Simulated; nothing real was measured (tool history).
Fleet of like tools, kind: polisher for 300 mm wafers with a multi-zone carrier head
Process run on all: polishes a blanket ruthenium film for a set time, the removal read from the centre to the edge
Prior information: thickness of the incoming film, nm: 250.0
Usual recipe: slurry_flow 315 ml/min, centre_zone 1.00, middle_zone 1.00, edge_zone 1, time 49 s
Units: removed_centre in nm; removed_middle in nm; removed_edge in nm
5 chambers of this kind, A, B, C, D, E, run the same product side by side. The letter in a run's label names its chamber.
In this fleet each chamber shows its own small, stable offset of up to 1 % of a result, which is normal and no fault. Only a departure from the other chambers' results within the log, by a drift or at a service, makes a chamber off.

run   hour  slurry_flow  centre_zone  middle_zone  edge_zone  time  wafers polished on this pad  hours since the slurry nozzle was cleaned  hours since the centre zone pressure was calibrated  hours since the edge zone pressure was calibrated  removed_centre  removed_middle  removed_edge
       8.0  -- chamber E: slurry nozzle cleaned
       9.6  -- chamber E: worn pad replaced by a new one
 1E   11.5          315         1.00         1.00          1    49                           21                                        3.6                                                497.7                                              611.0          50.973          50.223        51.038
      17.9  -- chamber E: edge zone pressure recalibrated
 2D   23.0          315         1.00         1.00          1    49                          389                                       68.1                                                413.8                                              456.5          52.006          50.138        50.687
 3B   29.4          315         1.00         1.00          1    49                          696                                      489.9                                               1262.4                                              495.4          50.186          50.535        51.757
      36.1  -- chamber B: worn pad replaced by a new one
 4C   40.8          315         1.00         1.00          1    49                          746                                      496.9                                                867.8                                              383.0          50.905          51.631        52.047
 5A   48.4          315         1.00         1.00          1    60                          809                                      567.3                                                503.8                                               58.6          63.314          63.094        63.214
      53.9  -- chamber A: worn pad replaced by a new one
 6A   54.9          315         1.00         1.00          1    60                           11                                      573.8                                                510.3                                               65.1          62.874          62.597        63.862
 7C   63.0          315         1.00         1.00          1    60                          995                                      519.1                                                890.0                                              405.2          63.884          62.453        62.324
      63.3  -- chamber C: worn pad replaced by a new one
 8E   68.4          315         1.00         1.00          1    60                          659                                       60.5                                                554.6                                               50.6          62.093          62.751        63.068
 9B   78.9          315         1.00         1.00          1    60                          479                                      539.4                                               1311.9                                              544.9          63.596          62.821        62.865
10D   85.2          315         1.00         1.00          1    49                         1087                                      130.3                                                476.0                                              518.7          51.413          50.545        51.667
      95.9  -- chamber B: centre zone pressure recalibrated
11C   96.7          315         1.00         1.00          1    49                          374                                      552.8                                                923.7                                              438.9          51.957          51.663        51.165
     102.5  -- chamber E: worn pad replaced by a new one
12E  104.5          315         1.00         1.00          1    49                           22                                       96.6                                                590.7                                               86.7          51.236          51.106        51.886
     107.3  -- chamber B: worn pad replaced by a new one
13D  110.1          315         1.00         1.00          1    49                         1366                                      155.2                                                500.9                                              543.6          50.838          50.609        50.230
     117.0  -- chamber D: worn pad replaced by a new one
14A  117.8          315         1.00         1.00          1    49                          716                                      636.7                                                573.2                                              128.0          51.951          51.614        51.465
15B  130.3          315         1.00         1.00          1    49                          258                                      590.8                                                 34.4                                              596.3          51.766          51.010        51.558
16A  140.3          315         1.00         1.00          1    49                          968                                      659.2                                                595.7                                              150.5          51.002          50.850        51.419
17D  149.6          315         1.00         1.00          1    49                          365                                      194.7                                                540.4                                              583.1          52.748          50.377        51.683
     151.0  -- chamber A: worn pad replaced by a new one
18B  158.8          315         1.00         1.00          1    49                          577                                      619.3                                                 62.9                                              624.8          50.402          51.163        51.264
     161.7  -- chamber C: worn pad replaced by a new one
     164.6  -- chamber E: centre zone pressure recalibrated
19C  166.8          315         1.00         1.00          1    49                           58                                      622.9                                                993.8                                              509.0          49.736          51.302        50.704
20E  172.6          315         1.00         1.00          1    49                          786                                      164.7                                                  8.0                                              154.8          51.058          50.675        52.048
     181.7  -- chamber A: centre zone pressure recalibrated
21C  183.9          315         1.00         1.00          1    49                          249                                      640.0                                               1010.9                                              526.1          49.912          50.883        51.018
     187.9  -- chamber E: worn pad replaced by a new one
22B  192.3          315         1.00         1.00          1    49                          953                                      652.8                                                 96.4                                              658.3          51.100          50.364        50.450
     197.0  -- chamber B: worn pad replaced by a new one
23D  201.1          315         1.00         1.00          1    49                          942                                      246.2                                                591.9                                              634.6          51.417          50.500        50.661
     210.2  -- chamber E: slurry nozzle cleaned
24E  211.2          315         1.00         1.00          1    49                          261                                        1.0                                                 46.6                                              193.4          50.475          50.883        51.649
     220.2  -- chamber A: slurry nozzle cleaned
25A  223.0          315         1.00         1.00          1    49                          807                                        2.9                                                 41.3                                              233.2          51.181          51.531        51.446
     231.3  -- chamber A: worn pad replaced by a new one
26E  233.5          315         1.00         1.00          1    49                          511                                       23.3                                                 68.9                                              215.7          51.449          51.843        51.685
     240.3  -- chamber C: worn pad replaced by a new one
27A  240.3          315         1.12         1.00          1    49                          100                                       20.2                                                 58.6                                              250.5          59.971          50.906        51.918
     250.5  -- chamber D: slurry nozzle cleaned
     251.0  -- chamber D: worn pad replaced by a new one
     251.5  -- chamber D: edge zone pressure recalibrated
28B  252.1          315         1.12         1.00          1    49                          618                                      712.6                                                156.2                                              718.1          56.835          50.739        51.239
29C  264.2          315         1.12         1.00          1    49                          268                                      720.3                                               1091.2                                              606.4          53.343          51.187        51.026
30D  271.3          315         1.12         1.00          1    49                          228                                       20.9                                                662.1                                               19.8          57.879          51.067        51.517
     273.2  -- chamber B: worn pad replaced by a new one
     275.3  -- chamber E: worn pad replaced by a new one
     276.3  -- chamber D: centre zone pressure recalibrated
31B  283.5          315         1.12         1.00          1    49                          116                                      744.0                                                187.6                                              749.5          58.172          49.678        51.873
32E  290.3          315         1.00         1.00          1    49                          168                                       80.1                                                125.7                                              272.5          51.365          50.628        52.163
33A  298.2          315         1.00         1.00          1    64                          750                                       78.1                                                116.5                                              308.4          66.374          66.513        67.715
     306.8  -- chamber A: worn pad replaced by a new one
34C  310.3          315         1.00         1.00          1    64                          785                                      766.4                                               1137.3                                              652.5          61.524          67.820        67.623
     315.2  -- chamber C: worn pad replaced by a new one
35D  318.0          315         1.00         1.00          1    64                          752                                       67.6                                                 41.8                                               66.5          66.870          66.020        66.289
36A  323.7          315         1.00         1.00          1    64                          189                                      103.6                                                142.0                                              333.9          67.455          65.942        66.931
     324.0  -- chamber C: slurry nozzle cleaned
37D  334.0          315         1.00         1.00          1    64                          931                                       83.6                                                 57.8                                               82.5          66.327          66.512        65.085
     339.9  -- chamber B: worn pad replaced by a new one
38E  340.8          315         1.00         1.00          1    49                          734                                      130.6                                                176.2                                              323.0          52.546          50.645        52.103
39C  352.4          315         1.00         1.00          1    49                          417                                       28.5                                               1179.4                                              694.6          45.390          51.764        51.136
     358.1  -- chamber D: worn pad replaced by a new one
40B  361.2          250         1.00         1.08          1    49                          239                                      821.7                                                265.3                                              827.2          49.813          54.121        50.438
41A  366.6          250         1.00         1.08          1    49                          670                                      146.5                                                184.9                                              376.8          49.386          54.058        50.591
     366.8  -- chamber B: slurry nozzle cleaned
42B  372.1          250         1.00         1.08          1    49                          362                                        5.4                                                276.2                                              838.1          50.145          53.575        50.318
     379.1  -- chamber E: worn pad replaced by a new one
43E  384.1          250         1.00         1.08          1    49                           56                                      173.9                                                219.5                                              366.3          50.202          53.257        50.809
44D  391.8          250         1.00         1.08          1    49                          378                                      141.4                                                115.6                                              140.3          50.830          54.229        50.351

One chamber off, gauge drift, or nothing amiss beyond the chambers' own small offsets? If it is a chamber, which one, and what is the likeliest cause?

Little by little, chamber C moves away from the other chambers.
Cause: centre zone's pressure below its setpoint, % = 11.6.

Which of the 4 candidates below, each the usual settings with something changed and its results left as question marks, puts chamber C back in line with what the other chambers give on the usual settings?
In line means no further than this from the other chambers' mean on the usual settings: removed_centre 2.200 nm; removed_middle 1.600 nm; removed_edge 1.600 nm
45C-1  400.8          310         0.90         1.03       1.03    48                                                                                                                                                                                               ?               ?             ?
45C-2  400.8          310         0.96         1.01       1.01    49                                                                                                                                                                                               ?               ?             ?
45C-3  400.8          320         1.11         0.97       0.97    50                                                                                                                                                                                               ?               ?             ?
45C-4  400.8          320         1.04         0.99       0.99    49                                                                                                                                                                                               ?               ?             ?

Average result of the remaining chambers running the usual settings: removed_centre 51.319 nm; removed_middle 50.741 nm; removed_edge 51.215 nm
  run  removed_centre  removed_middle  removed_edge
45C-1          39.203          51.490        50.584
45C-2          43.017          51.624        51.111
45C-3          51.709          50.902        51.191
45C-4          47.167          50.827        50.697
45C-3 is the one that brings the chamber's results back in line with the other chambers.

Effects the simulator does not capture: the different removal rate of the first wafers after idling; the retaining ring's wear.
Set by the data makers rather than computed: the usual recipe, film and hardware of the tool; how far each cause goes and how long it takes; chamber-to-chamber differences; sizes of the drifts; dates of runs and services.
